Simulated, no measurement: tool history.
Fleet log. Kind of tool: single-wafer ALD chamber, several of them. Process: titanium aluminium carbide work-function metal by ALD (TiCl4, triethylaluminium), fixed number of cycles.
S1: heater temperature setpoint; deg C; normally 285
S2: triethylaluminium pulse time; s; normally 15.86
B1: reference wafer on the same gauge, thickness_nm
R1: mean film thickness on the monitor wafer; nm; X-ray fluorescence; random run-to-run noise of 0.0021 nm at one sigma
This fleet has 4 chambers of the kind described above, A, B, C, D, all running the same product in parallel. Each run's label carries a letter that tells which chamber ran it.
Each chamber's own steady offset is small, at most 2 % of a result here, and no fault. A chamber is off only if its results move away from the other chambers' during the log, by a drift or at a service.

Run 1A, day 0.238: usual settings; B1 2.1702. Result: R1 1.9555 nm.
Run 2C, day 0.533: usual settings; B1 2.1702. Result: R1 1.9173 nm.
Run 3D, day 0.833: usual settings; B1 2.1700. Result: R1 1.9228 nm.
Run 4B, day 1.021: usual settings; B1 2.1711. Result: R1 1.8976 nm.
Run 5A, day 1.375: usual settings but S2 12.84 s; B1 2.1713. Result: R1 1.9435 nm.
Run 6B, day 1.738: usual settings but S2 12.84 s; B1 2.1711. Result: R1 1.8819 nm.
Run 7C, day 1.950: usual settings but S2 12.84 s; B1 2.1710. Result: R1 1.9053 nm.
Run 8D, day 2.125: usual settings but S2 12.84 s; B1 2.1721. Result: R1 1.9083 nm.
Run 9B, day 2.417: usual settings but S1 275 deg C, S2 17.93 s; B1 2.1715. Result: R1 1.8150 nm.
Run 10C, day 2.633: usual settings but S1 275 deg C, S2 17.93 s; B1 2.1720. Result: R1 1.8372 nm.
Run 11D, day 2.925: usual settings but S1 275 deg C, S2 17.93 s; B1 2.1724. Result: R1 1.8407 nm.
Run 12A, day 3.096: usual settings but S1 275 deg C, S2 17.93 s; B1 2.1725. Result: R1 1.8728 nm.
Run 13C, day 3.354: usual settings; B1 2.1717. Result: R1 1.9204 nm.
Run 14B, day 3.567: usual settings; B1 2.1733. Result: R1 1.8987 nm.
Run 15D, day 3.779: usual settings but S1 271 deg C; B1 2.1725. Result: R1 1.8035 nm.
Run 16A, day 3.962: usual settings but S1 271 deg C; B1 2.1731. Result: R1 1.8336 nm.
Run 17B, day 4.221: usual settings but S1 271 deg C; B1 2.1738. Result: R1 1.7796 nm.
Run 18D, day 4.529: usual settings but S1 271 deg C; B1 2.1733. Result: R1 1.8008 nm.
Run 19C, day 4.729: usual settings but S1 297 deg C; B1 2.1737. Result: R1 2.0272 nm.
Run 20A, day 4.988: usual settings but S1 297 deg C; B1 2.1741. Result: R1 2.0672 nm.
Run 21C, day 5.233: usual settings but S1 297 deg C; B1 2.1737. Result: R1 2.0249 nm.
Run 22B, day 5.488: usual settings but S1 297 deg C; B1 2.1744. Result: R1 2.0033 nm.
Run 23D, day 5.875: usual settings; B1 2.1745. Result: R1 1.9271 nm.
Run 24A, day 6.162: usual settings; B1 2.1751. Result: R1 1.9585 nm.
Run 25D, day 6.417: usual settings; B1 2.1748. Result: R1 1.9310 nm.
Run 26A, day 6.704: usual settings; B1 2.1754. Result: R1 1.9565 nm.
Run 27C, day 7.046: usual settings; B1 2.1755. Result: R1 1.9246 nm.
Run 28B, day 7.333: usual settings; B1 2.1751. Result: R1 1.9031 nm.
Run 29C, day 7.692: usual settings; B1 2.1758. Result: R1 1.9226 nm.
Run 30D, day 8.071: usual settings; B1 2.1764. Result: R1 1.9326 nm.
Run 31B, day 8.417: usual settings; B1 2.1762. Result: R1 1.9000 nm.
Run 32A, day 8.638: usual settings; B1 2.1769. Result: R1 1.9599 nm.
Run 33A, day 8.854: usual settings; B1 2.1768. Result: R1 1.9655 nm.
Run 34B, day 9.212: usual settings; B1 2.1770. Result: R1 1.9022 nm.
Run 35C, day 9.433: usual settings; B1 2.1783. Result: R1 1.9196 nm.
Run 36D, day 9.725: usual settings; B1 2.1773. Result: R1 1.9303 nm.
Run 37B, day 10.054: usual settings; B1 2.1777. Result: R1 1.9093 nm.
Run 38A, day 10.275: usual settings; B1 2.1789. Result: R1 1.9655 nm.
Run 39C, day 10.533: usual settings but S1 277 deg C, S2 17.85 s; B1 2.1783. Result: R1 1.8536 nm.
Run 40D, day 10.800: usual settings but S1 277 deg C, S2 17.85 s; B1 2.1781. Result: R1 1.8595 nm.
Run 41C, day 10.996: usual settings but S1 277 deg C, S2 17.85 s; B1 2.1795. Result: R1 1.8583 nm.
Run 42A, day 11.350: usual settings but S1 277 deg C, S2 17.85 s; B1 2.1786. Result: R1 1.8980 nm.
At day 11.588: chamber B: triethylaluminium bottle replaced.
Run 43B, day 11.708: usual settings; B1 2.1794. Result: R1 1.9047 nm.
Run 44D, day 12.092: usual settings but S2 18.94 s; B1 2.1802. Result: R1 1.9404 nm.

For the next run the whole fleet of 4 chambers uses the same settings. Give each chamber's results:
Run 45A, day 12.375: usual settings but S1 297 deg C. Result: R1 ?.
Run 45B, day 12.375: usual settings but S1 297 deg C. Result: R1 ?.
Run 45C, day 12.375: usual settings but S1 297 deg C. Result: R1 ?.
Run 45D, day 12.375: usual settings but S1 297 deg C. Result: R1 ?.

run      R1
45A  2.0701
45B  2.0122
45C  2.0290
45D  2.0434
